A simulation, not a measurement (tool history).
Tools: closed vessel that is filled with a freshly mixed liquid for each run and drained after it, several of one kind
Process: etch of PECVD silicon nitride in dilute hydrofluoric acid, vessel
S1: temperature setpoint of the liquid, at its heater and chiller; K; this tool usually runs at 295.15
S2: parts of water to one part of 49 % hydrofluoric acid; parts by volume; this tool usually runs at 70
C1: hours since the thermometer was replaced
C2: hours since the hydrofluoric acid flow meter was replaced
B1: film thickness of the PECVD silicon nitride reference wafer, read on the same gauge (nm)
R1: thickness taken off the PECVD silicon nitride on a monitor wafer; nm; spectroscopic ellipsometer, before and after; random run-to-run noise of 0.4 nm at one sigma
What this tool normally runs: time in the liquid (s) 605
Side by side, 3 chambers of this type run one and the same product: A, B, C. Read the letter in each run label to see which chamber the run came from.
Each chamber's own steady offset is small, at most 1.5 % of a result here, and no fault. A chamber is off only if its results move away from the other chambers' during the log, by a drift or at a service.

Run 1C, hour 10.4: usual settings; C1 1316.4; C2 245.2; B1 130. Result: R1 42.213 nm.
Run 2B, hour 18.4: usual settings; C1 970.4; C2 703.3; B1 130.02. Result: R1 42.63 nm.
Run 3A, hour 23.1: usual settings; C1 1968.9; C2 349; B1 129.99. Result: R1 42.343 nm.
Run 4A, hour 30.9: usual settings; C1 1976.7; C2 356.8; B1 130.03. Result: R1 42.326 nm.
Run 5B, hour 37.8: usual settings but time in the liquid (s) 915; C1 989.8; C2 722.7; B1 129.98. Result: R1 64.137 nm.
Run 6C, hour 46.4: usual settings but time in the liquid (s) 915; C1 1352.4; C2 281.2; B1 129.99. Result: R1 64.091 nm.
Run 7B, hour 53.3: usual settings but time in the liquid (s) 915; C1 1005.3; C2 738.2; B1 129.98. Result: R1 65.351 nm.
Run 8C, hour 59: usual settings; C1 1365; C2 293.8; B1 130.01. Result: R1 42.43 nm.
Run 9A, hour 64.5: usual settings; C1 2010.3; C2 390.4; B1 130.02. Result: R1 42.72 nm.
Run 10B, hour 70.7: usual settings; C1 1022.7; C2 755.6; B1 129.96. Result: R1 42.88 nm.
Run 11C, hour 76.3: usual settings; C1 1382.3; C2 311.1; B1 130.01. Result: R1 41.623 nm.
Run 12A, hour 82.5: usual settings; C1 2028.3; C2 408.4; B1 129.98. Result: R1 42.529 nm.
Run 13C, hour 92.9: usual settings; C1 1398.9; C2 327.7; B1 130.01. Result: R1 40.98 nm.
At hour 96.7: chamber A: hydrofluoric acid flow meter replaced.
Run 14A, hour 98: usual settings; C1 2043.8; C2 1.4; B1 130.04. Result: R1 42.741 nm.
Run 15B, hour 105.5: usual settings; C1 1057.5; C2 790.4; B1 129.98. Result: R1 43.138 nm.
Run 16A, hour 113.7: usual settings; C1 2059.5; C2 17.1; B1 129.98. Result: R1 42.764 nm.
Run 17B, hour 123.2: usual settings but S1 296.65 K, time in the liquid (s) 955; C1 1075.2; C2 808.1; B1 130.01. Result: R1 75.384 nm.
Run 18C, hour 129.2: usual settings but S1 296.65 K, time in the liquid (s) 955; C1 1435.2; C2 364; B1 130.03. Result: R1 70.023 nm.
Run 19C, hour 135.2: usual settings but S1 296.65 K, time in the liquid (s) 955; C1 1441.2; C2 370; B1 129.98. Result: R1 70.286 nm.
Run 20A, hour 144.6: usual settings but S2 95 parts by volume; C1 2090.4; C2 48; B1 130.03. Result: R1 31.798 nm.
Run 21B, hour 153.8: usual settings but S2 95 parts by volume; C1 1105.8; C2 838.7; B1 130.02. Result: R1 32.061 nm.
Run 22A, hour 159.9: usual settings but S2 95 parts by volume; C1 2105.7; C2 63.3; B1 129.97. Result: R1 31.726 nm.
Run 23C, hour 167.3: usual settings; C1 1473.3; C2 402.1; B1 129.99. Result: R1 39.045 nm.
Run 24B, hour 173.1: usual settings; C1 1125.1; C2 858; B1 130.03. Result: R1 43.139 nm.
Run 25B, hour 178: usual settings; C1 1130; C2 862.9; B1 129.96. Result: R1 42.948 nm.
Run 26C, hour 187.8: usual settings; C1 1493.8; C2 422.6; B1 130. Result: R1 38.68 nm.

For the next run the whole fleet of 3 chambers uses the same settings. Give each chamber's results:
Run 27A, hour 195.3: usual settings. Result: R1 ?.
Run 27B, hour 195.3: usual settings. Result: R1 ?.
Run 27C, hour 195.3: usual settings. Result: R1 ?.

run      R1
27A  43.046
27B  43.394
27C  38.061
